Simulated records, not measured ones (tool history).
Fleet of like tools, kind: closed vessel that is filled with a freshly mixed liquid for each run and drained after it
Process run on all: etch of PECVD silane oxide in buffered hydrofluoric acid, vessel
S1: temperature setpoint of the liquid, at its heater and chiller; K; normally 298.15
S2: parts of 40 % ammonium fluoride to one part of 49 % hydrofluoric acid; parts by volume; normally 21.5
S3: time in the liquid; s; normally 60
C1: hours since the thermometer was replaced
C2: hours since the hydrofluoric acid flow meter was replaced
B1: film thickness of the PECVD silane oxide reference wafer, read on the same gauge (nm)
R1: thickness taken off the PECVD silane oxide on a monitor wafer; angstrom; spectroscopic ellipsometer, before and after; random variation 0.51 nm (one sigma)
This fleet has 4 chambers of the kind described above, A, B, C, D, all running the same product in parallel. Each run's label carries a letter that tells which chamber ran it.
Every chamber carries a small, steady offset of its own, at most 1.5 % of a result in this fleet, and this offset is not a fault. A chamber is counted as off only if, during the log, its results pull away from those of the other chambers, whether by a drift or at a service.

run     day      S1    S2  S3      C1      C2      B1       R1
 1A   0.288  298.15  21.5  60   170.1   802.4  40.033   680.45
 2B   0.542  298.15  21.5  60   209.2   272.7  39.984   671.07
 3C   1.050  298.15  21.5  60  1610.9   839.1  40.018   673.87
 4D   1.562  298.15  21.5  60  1264.0   258.2  39.994   683.25
 5A   1.850  298.15  21.5  60   207.6   839.9  39.995   682.16
 6C   2.367  298.15  21.5  60  1642.5   870.7  39.985   683.19
 7B   2.829  298.15  21.5  60   264.1   327.6  40.012   675.75
 8D   3.108  298.15  21.5  60  1301.1   295.3  39.970   673.70
 9B   3.496  298.15  21.5  60   280.1   343.6  40.016   686.37
10A   3.800  298.15  28.5  60   254.4   886.7  40.028   564.39
11C   4.362  298.15  28.5  60  1690.4   918.6  40.018   557.50
12D   4.788  298.15  28.5  60  1341.4   335.6  40.008   556.96
13B   5.196  298.15  28.5  60   320.9   384.4  39.986   566.09
14C   5.588  298.15  21.5  60  1719.8   948.0  40.014   681.74
15D   5.942  298.15  21.5  60  1369.1   363.3  40.035   680.75
16A   6.212  298.15  21.5  60   312.3   944.6  40.002   716.58
17D   6.754  298.15  21.5  60  1388.6   382.8  40.000   680.51
18C   7.288  298.15  21.5  60  1760.6   988.8  40.005   678.97
19A   7.638  298.15  21.5  60   346.5   978.8  40.012   725.03
20B   7.988  298.15  21.5  60   387.9   451.4  40.013   687.70
21C   8.475  298.15  21.5  60  1789.1  1017.3  40.010   678.70
22D   8.738  298.15  21.5  60  1436.2   430.4  39.962   683.00
23A   9.212  298.15  21.5  60   384.3  1016.6  40.012   737.64
      9.375  -- chamber C: thermometer replaced
24B   9.629  300.15  21.5  80   427.3   490.8  40.001  1016.50
25C   9.979  300.15  21.5  80    14.6  1053.4  39.984  1003.50
26B  10.421  300.15  21.5  80   446.3   509.8  39.990  1005.80
27D  10.817  300.15  21.5  80  1486.1   480.3  40.016   999.80
28A  11.312  298.15  21.5  60   434.7  1067.0  40.002   749.00
29C  11.604  298.15  21.5  60    53.6  1092.4  39.981   676.02
30B  11.933  298.15  21.5  60   482.6   546.1  39.979   684.21

The same settings go to every chamber for the next run, one line per chamber below. Forecast the results for each:
31A  12.342  298.15  21.5  80               ?
31B  12.342  298.15  21.5  80               ?
31C  12.342  298.15  21.5  80               ?
31D  12.342  298.15  21.5  80               ?

run       R1
31A  1009.80
31B   913.82
31C   893.68
31D   908.55
